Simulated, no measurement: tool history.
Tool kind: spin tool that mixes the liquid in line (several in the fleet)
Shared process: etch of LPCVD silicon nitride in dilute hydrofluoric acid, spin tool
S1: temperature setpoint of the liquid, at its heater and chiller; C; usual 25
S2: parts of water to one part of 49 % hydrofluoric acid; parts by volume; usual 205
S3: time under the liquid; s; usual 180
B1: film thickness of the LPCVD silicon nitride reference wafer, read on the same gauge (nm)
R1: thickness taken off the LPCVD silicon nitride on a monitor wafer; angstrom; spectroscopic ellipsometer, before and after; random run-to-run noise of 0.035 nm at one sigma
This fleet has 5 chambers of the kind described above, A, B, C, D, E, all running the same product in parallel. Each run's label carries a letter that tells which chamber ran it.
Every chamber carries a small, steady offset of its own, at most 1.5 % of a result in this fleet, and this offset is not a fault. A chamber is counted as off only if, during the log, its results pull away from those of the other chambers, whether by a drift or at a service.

| run | hour | S1 | S2 | S3 | B1 | R1 |
|---|---|---|---|---|---|---|
| 1A | 9.1 | 25 | 205 | 180 | 110.01 | 4.0389 |
| 2E | 15.5 | 25 | 205 | 180 | 109.99 | 4.9381 |
| 3D | 22.2 | 25 | 205 | 180 | 109.97 | 5.1675 |
| 4B | 28.5 | 25 | 205 | 180 | 109.98 | 4.6652 |
| 5C | 35 | 25 | 205 | 180 | 109.97 | 4.8776 |
| 6A | 45.8 | 25 | 205 | 180 | 110.01 | 4.6719 |
| 7E | 55.1 | 25 | 205 | 180 | 110.03 | 4.4328 |
| 8B | 64.8 | 25 | 205 | 180 | 110 | 5.0002 |
| 9D | 74.9 | 25 | 205 | 180 | 109.99 | 4.6191 |
| 10C | 82 | 25 | 205 | 180 | 110 | 4.7445 |
| 11D | 92.3 | 25 | 205 | 180 | 110.04 | 4.7884 |
| 12A | 103 | 25 | 205 | 180 | 110.03 | 4.746 |
| 13C | 110.7 | 25 | 205 | 180 | 110.03 | 5.172 |
| 14B | 120.8 | 25 | 205 | 180 | 109.99 | 5.1989 |
| 15E | 128.5 | 25 | 205 | 180 | 110 | 4.4028 |
| 16E | 134.6 | 25 | 205 | 180 | 110.03 | 4.5615 |
| 17D | 144.1 | 25 | 205 | 180 | 110 | 4.8809 |
| 18C | 152.8 | 28 | 265 | 180 | 109.98 | 3.9628 |
| 19B | 161.5 | 28 | 265 | 180 | 109.97 | 4.3131 |
| 20A | 168.9 | 28 | 265 | 180 | 109.99 | 4.0628 |
| 21E | 177.3 | 28 | 265 | 180 | 109.97 | 4.5808 |
| 22B | 183.6 | 28 | 265 | 180 | 110.06 | 3.647 |
| 23C | 195.2 | 25 | 205 | 180 | 109.98 | 4.9022 |
| 24A | 200.8 | 25 | 205 | 180 | 109.97 | 4.9365 |
| 25D | 210.2 | 25 | 205 | 180 | 109.99 | 4.993 |
| 26C | 217.4 | 25 | 205 | 180 | 110.02 | 4.498 |
| 27E | 224.7 | 25 | 205 | 180 | 109.97 | 4.5067 |
| 28A | 235.9 | 25 | 205 | 180 | 109.98 | 4.9003 |
| 29D | 246.5 | 25 | 205 | 180 | 109.99 | 4.3606 |
| 30B | 254.3 | 22 | 205 | 285 | 109.99 | 5.9854 |
| 31D | 260.7 | 22 | 205 | 285 | 109.98 | 5.4641 |
| 32B | 267.2 | 22 | 205 | 285 | 110.01 | 6.1484 |
| 33A | 273.1 | 22 | 205 | 285 | 109.95 | 5.9077 |
| 34C | 283.6 | 22 | 205 | 285 | 110 | 6.5097 |
| 35E | 290.1 | 25 | 205 | 180 | 110.02 | 4.8626 |

Predict what each chamber gives when all 5 of them run the settings below next.
| 36A | 298.7 | 25 | 250 | 180 |  | ? |
| 36B | 298.7 | 25 | 250 | 180 |  | ? |
| 36C | 298.7 | 25 | 250 | 180 |  | ? |
| 36D | 298.7 | 25 | 250 | 180 |  | ? |
| 36E | 298.7 | 25 | 250 | 180 |  | ? |

| run | R1 |
|---|---|
| 36A | 4.1252 |
| 36B | 3.7123 |
| 36C | 3.7724 |
| 36D | 3.7396 |
| 36E | 4.4474 |

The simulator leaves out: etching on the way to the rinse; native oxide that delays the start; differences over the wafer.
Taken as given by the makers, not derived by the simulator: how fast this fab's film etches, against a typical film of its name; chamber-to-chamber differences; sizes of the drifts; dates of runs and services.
